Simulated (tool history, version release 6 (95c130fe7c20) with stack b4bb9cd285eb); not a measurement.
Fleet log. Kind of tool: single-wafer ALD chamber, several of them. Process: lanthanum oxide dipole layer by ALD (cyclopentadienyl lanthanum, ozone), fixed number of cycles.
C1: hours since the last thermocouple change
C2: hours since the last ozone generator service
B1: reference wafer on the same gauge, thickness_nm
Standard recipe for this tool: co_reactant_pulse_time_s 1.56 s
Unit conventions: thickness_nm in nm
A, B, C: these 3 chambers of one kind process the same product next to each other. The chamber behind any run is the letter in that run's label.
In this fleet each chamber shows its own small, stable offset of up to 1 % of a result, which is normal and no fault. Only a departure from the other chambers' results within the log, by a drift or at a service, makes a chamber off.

Run 1A, day 0.158: usual settings; C1 1451.2; C2 381.3; B1 0.61412. Result: thickness_nm 0.55049 nm.
Run 2B, day 0.383: usual settings; C1 1258.9; C2 221.5; B1 0.61405. Result: thickness_nm 0.55404 nm.
Run 3C, day 0.658: usual settings; C1 1360.6; C2 68; B1 0.61383. Result: thickness_nm 0.55187 nm.
Run 4A, day 0.817: usual settings; C1 1467; C2 397.1; B1 0.61415. Result: thickness_nm 0.54921 nm.
Run 5C, day 0.958: usual settings; C1 1367.8; C2 75.2; B1 0.61389. Result: thickness_nm 0.55292 nm.
Run 6B, day 1.125: usual settings; C1 1276.7; C2 239.3; B1 0.61405. Result: thickness_nm 0.55296 nm.
Run 7B, day 1.404: usual settings; C1 1283.4; C2 246; B1 0.61419. Result: thickness_nm 0.55501 nm.
Run 8C, day 1.679: usual settings; C1 1385.1; C2 92.5; B1 0.61411. Result: thickness_nm 0.55396 nm.
Run 9A, day 1.9: usual settings; C1 1493; C2 423.1; B1 0.61428. Result: thickness_nm 0.55082 nm.
Run 10C, day 2.171: usual settings; C1 1396.9; C2 104.3; B1 0.61391. Result: thickness_nm 0.55173 nm.
Run 11B, day 2.367: usual settings; C1 1306.5; C2 269.1; B1 0.6141. Result: thickness_nm 0.55578 nm.
Run 12A, day 2.592: usual settings; C1 1509.6; C2 439.7; B1 0.61397. Result: thickness_nm 0.54663 nm.
Run 13A, day 2.804: usual settings; C1 1514.7; C2 444.8; B1 0.61362. Result: thickness_nm 0.55181 nm.
Run 14B, day 2.95: usual settings; C1 1320.5; C2 283.1; B1 0.61412. Result: thickness_nm 0.55545 nm.
Run 15C, day 3.196: usual settings; C1 1421.5; C2 128.9; B1 0.61369. Result: thickness_nm 0.55055 nm.
Run 16C, day 3.471: usual settings; C1 1428.1; C2 135.5; B1 0.61419. Result: thickness_nm 0.55457 nm.
Run 17B, day 3.6: usual settings; C1 1336.1; C2 298.7; B1 0.61371. Result: thickness_nm 0.55471 nm.
Run 18A, day 3.854: usual settings; C1 1539.9; C2 470; B1 0.61399. Result: thickness_nm 0.54702 nm.
Run 19B, day 4.029: usual settings; C1 1346.4; C2 309; B1 0.61371. Result: thickness_nm 0.55975 nm.
Run 20C, day 4.25: usual settings; C1 1446.8; C2 154.2; B1 0.61423. Result: thickness_nm 0.55308 nm.
Run 21A, day 4.525: usual settings; C1 1556; C2 486.1; B1 0.61392. Result: thickness_nm 0.54885 nm.
Run 22A, day 4.675: usual settings; C1 1559.6; C2 489.7; B1 0.61356. Result: thickness_nm 0.54806 nm.
Run 23C, day 4.892: usual settings; C1 1462.2; C2 169.6; B1 0.61402. Result: thickness_nm 0.55379 nm.
Run 24B, day 5.171: usual settings; C1 1373.8; C2 336.4; B1 0.61431. Result: thickness_nm 0.55341 nm.
At day 5.233: chamber C: thermocouple changed; heater temperature recalibrated.
Run 25C, day 5.296: usual settings; C1 1.5; C2 179.3; B1 0.61421. Result: thickness_nm 0.55471 nm.
Run 26A, day 5.533: usual settings; C1 1580.2; C2 510.3; B1 0.61435. Result: thickness_nm 0.54859 nm.
Run 27B, day 5.721: usual settings; C1 1387; C2 349.6; B1 0.61385. Result: thickness_nm 0.55465 nm.
Run 28A, day 5.867: usual settings; C1 1588.2; C2 518.3; B1 0.61446. Result: thickness_nm 0.54979 nm.
Run 29C, day 6.15: usual settings but co_reactant_pulse_time_s 1.34 s; C1 22; C2 199.8; B1 0.6142. Result: thickness_nm 0.53825 nm.
Run 30B, day 6.304: usual settings but co_reactant_pulse_time_s 1.34 s; C1 1401; C2 363.6; B1 0.61379. Result: thickness_nm 0.53969 nm.
Run 31C, day 6.592: usual settings but co_reactant_pulse_time_s 1.34 s; C1 32.6; C2 210.4; B1 0.61385. Result: thickness_nm 0.541 nm.
Run 32B, day 6.733: usual settings; C1 1411.3; C2 373.9; B1 0.61369. Result: thickness_nm 0.55433 nm.
Run 33A, day 6.896: usual settings; C1 1612.9; C2 543; B1 0.61415. Result: thickness_nm 0.55187 nm.
Run 34A, day 7.071: usual settings; C1 1617.1; C2 547.2; B1 0.61408. Result: thickness_nm 0.54988 nm.
Run 35B, day 7.267: usual settings; C1 1424.1; C2 386.7; B1 0.61384. Result: thickness_nm 0.55387 nm.
Run 36C, day 7.45: usual settings; C1 53.2; C2 231; B1 0.61408. Result: thickness_nm 0.55281 nm.

Next, all 3 chambers run the settings below, one line each with question marks for the results. What does each chamber give?
Run 37A, day 7.658: usual settings. Result: thickness_nm ?.
Run 37B, day 7.658: usual settings. Result: thickness_nm ?.
Run 37C, day 7.658: usual settings. Result: thickness_nm ?.

run  thickness_nm
37A       0.54975
37B       0.55517
37C       0.55324
